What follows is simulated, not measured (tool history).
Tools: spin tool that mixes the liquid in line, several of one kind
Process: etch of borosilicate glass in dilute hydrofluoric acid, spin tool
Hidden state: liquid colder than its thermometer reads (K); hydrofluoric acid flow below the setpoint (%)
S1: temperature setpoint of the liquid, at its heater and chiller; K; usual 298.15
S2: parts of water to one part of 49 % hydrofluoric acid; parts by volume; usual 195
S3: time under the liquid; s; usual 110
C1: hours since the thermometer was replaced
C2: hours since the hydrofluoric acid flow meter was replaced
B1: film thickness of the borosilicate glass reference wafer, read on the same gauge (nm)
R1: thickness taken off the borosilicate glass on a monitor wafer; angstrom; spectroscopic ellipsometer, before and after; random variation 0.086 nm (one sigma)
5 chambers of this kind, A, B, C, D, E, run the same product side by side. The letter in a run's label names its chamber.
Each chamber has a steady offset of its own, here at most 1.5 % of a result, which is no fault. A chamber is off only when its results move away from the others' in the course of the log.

run 1D hour=2.8 | S1=298.15 S2=195 S3=110 | C1=505.6 C2=804.4 | B1=100.02 | R1=164.76
run 2A hour=6.3 | S1=298.15 S2=195 S3=110 | C1=598.3 C2=1744.7 | B1=99.989 | R1=167.81
run 3C hour=9.6 | S1=298.15 S2=195 S3=110 | C1=1614.7 C2=42.9 | B1=100.02 | R1=165.09
run 4E hour=13.6 | S1=298.15 S2=195 S3=110 | C1=1600.8 C2=51.3 | B1=100.01 | R1=164.29
run 5B hour=18.3 | S1=298.15 S2=195 S3=110 | C1=1558.6 C2=759 | B1=100.03 | R1=167.1
-- hour=19.1 chamber D: thermometer replaced
run 6B hour=22.3 | S1=298.15 S2=120 S3=110 | C1=1562.6 C2=763 | B1=99.987 | R1=293.38
run 7D hour=26.2 | S1=298.15 S2=120 S3=110 | C1=7.1 C2=827.8 | B1=100 | R1=290.5
run 8E hour=29.5 | S1=298.15 S2=120 S3=110 | C1=1616.7 C2=67.2 | B1=100.02 | R1=287.82
run 9C hour=33.8 | S1=298.15 S2=120 S3=110 | C1=1638.9 C2=67.1 | B1=100.01 | R1=297.01
run 10A hour=36.6 | S1=298.15 S2=120 S3=110 | C1=628.6 C2=1775 | B1=100.01 | R1=294.29
run 11A hour=39.8 | S1=298.15 S2=155 S3=160 | C1=631.8 C2=1778.2 | B1=100.01 | R1=320.11
run 12E hour=44.7 | S1=298.15 S2=155 S3=160 | C1=1631.9 C2=82.4 | B1=100.02 | R1=314.4
run 13B hour=49.7 | S1=298.15 S2=155 S3=160 | C1=1590 C2=790.4 | B1=100.01 | R1=320.19
run 14C hour=52.3 | S1=298.15 S2=155 S3=160 | C1=1657.4 C2=85.6 | B1=100.02 | R1=316.57
run 15D hour=56 | S1=298.15 S2=155 S3=160 | C1=36.9 C2=857.6 | B1=100.01 | R1=313.35
run 16C hour=59.3 | S1=298.15 S2=195 S3=110 | C1=1664.4 C2=92.6 | B1=100.02 | R1=164.21
run 17E hour=62.6 | S1=298.15 S2=195 S3=110 | C1=1649.8 C2=100.3 | B1=99.967 | R1=164.7
run 18D hour=67.5 | S1=298.15 S2=195 S3=110 | C1=48.4 C2=869.1 | B1=100 | R1=161.77
run 19B hour=72.6 | S1=298.15 S2=110 S3=145 | C1=1612.9 C2=813.3 | B1=99.991 | R1=431.39
run 20A hour=78 | S1=298.15 S2=110 S3=145 | C1=670 C2=1816.4 | B1=99.992 | R1=431.71
run 21D hour=81.3 | S1=298.15 S2=110 S3=145 | C1=62.2 C2=882.9 | B1=100.03 | R1=420.04
run 22B hour=86.5 | S1=298.15 S2=110 S3=145 | C1=1626.8 C2=827.2 | B1=100.01 | R1=428.36
run 23A hour=90.1 | S1=298.15 S2=110 S3=145 | C1=682.1 C2=1828.5 | B1=100.01 | R1=433.98
run 24E hour=92.7 | S1=298.15 S2=195 S3=110 | C1=1679.9 C2=130.4 | B1=100.02 | R1=163.5
-- hour=93 chamber B: hydrofluoric acid flow meter replaced
run 25C hour=95.3 | S1=298.15 S2=195 S3=110 | C1=1700.4 C2=128.6 | B1=100.01 | R1=162.84
run 26E hour=98.6 | S1=300.65 S2=195 S3=160 | C1=1685.8 C2=136.3 | B1=99.987 | R1=262.71
run 27C hour=102.5 | S1=300.65 S2=195 S3=160 | C1=1707.6 C2=135.8 | B1=99.996 | R1=261.85
run 28D hour=106.3 | S1=300.65 S2=195 S3=160 | C1=87.2 C2=907.9 | B1=100.01 | R1=254.38
run 29A hour=110.2 | S1=300.65 S2=195 S3=160 | C1=702.2 C2=1848.6 | B1=100.01 | R1=263.68
run 30B hour=113.8 | S1=300.65 S2=195 S3=160 | C1=1654.1 C2=20.9 | B1=100 | R1=267.78
run 31A hour=118.9 | S1=298.15 S2=195 S3=110 | C1=710.9 C2=1857.3 | B1=100.01 | R1=165.64
run 32B hour=123.7 | S1=298.15 S2=195 S3=110 | C1=1664 C2=30.8 | B1=100.01 | R1=165.21
run 33D hour=128 | S1=298.15 S2=195 S3=110 | C1=108.9 C2=929.6 | B1=99.984 | R1=156.11
run 34E hour=132.4 | S1=298.15 S2=195 S3=110 | C1=1719.6 C2=170.1 | B1=99.988 | R1=163.84
run 35C hour=137 | S1=298.15 S2=195 S3=110 | C1=1742.1 C2=170.3 | B1=100.02 | R1=163.72

All 5 chambers run these settings next. Forecast each chamber's results:
run 36A hour=141.1 | S1=298.15 S2=265 S3=110 | R1=?
run 36B hour=141.1 | S1=298.15 S2=265 S3=110 | R1=?
run 36C hour=141.1 | S1=298.15 S2=265 S3=110 | R1=?
run 36D hour=141.1 | S1=298.15 S2=265 S3=110 | R1=?
run 36E hour=141.1 | S1=298.15 S2=265 S3=110 | R1=?

run=36A R1=112.7
run=36B R1=114.04
run=36C R1=111.82
run=36D R1=107.52
run=36E R1=112.47
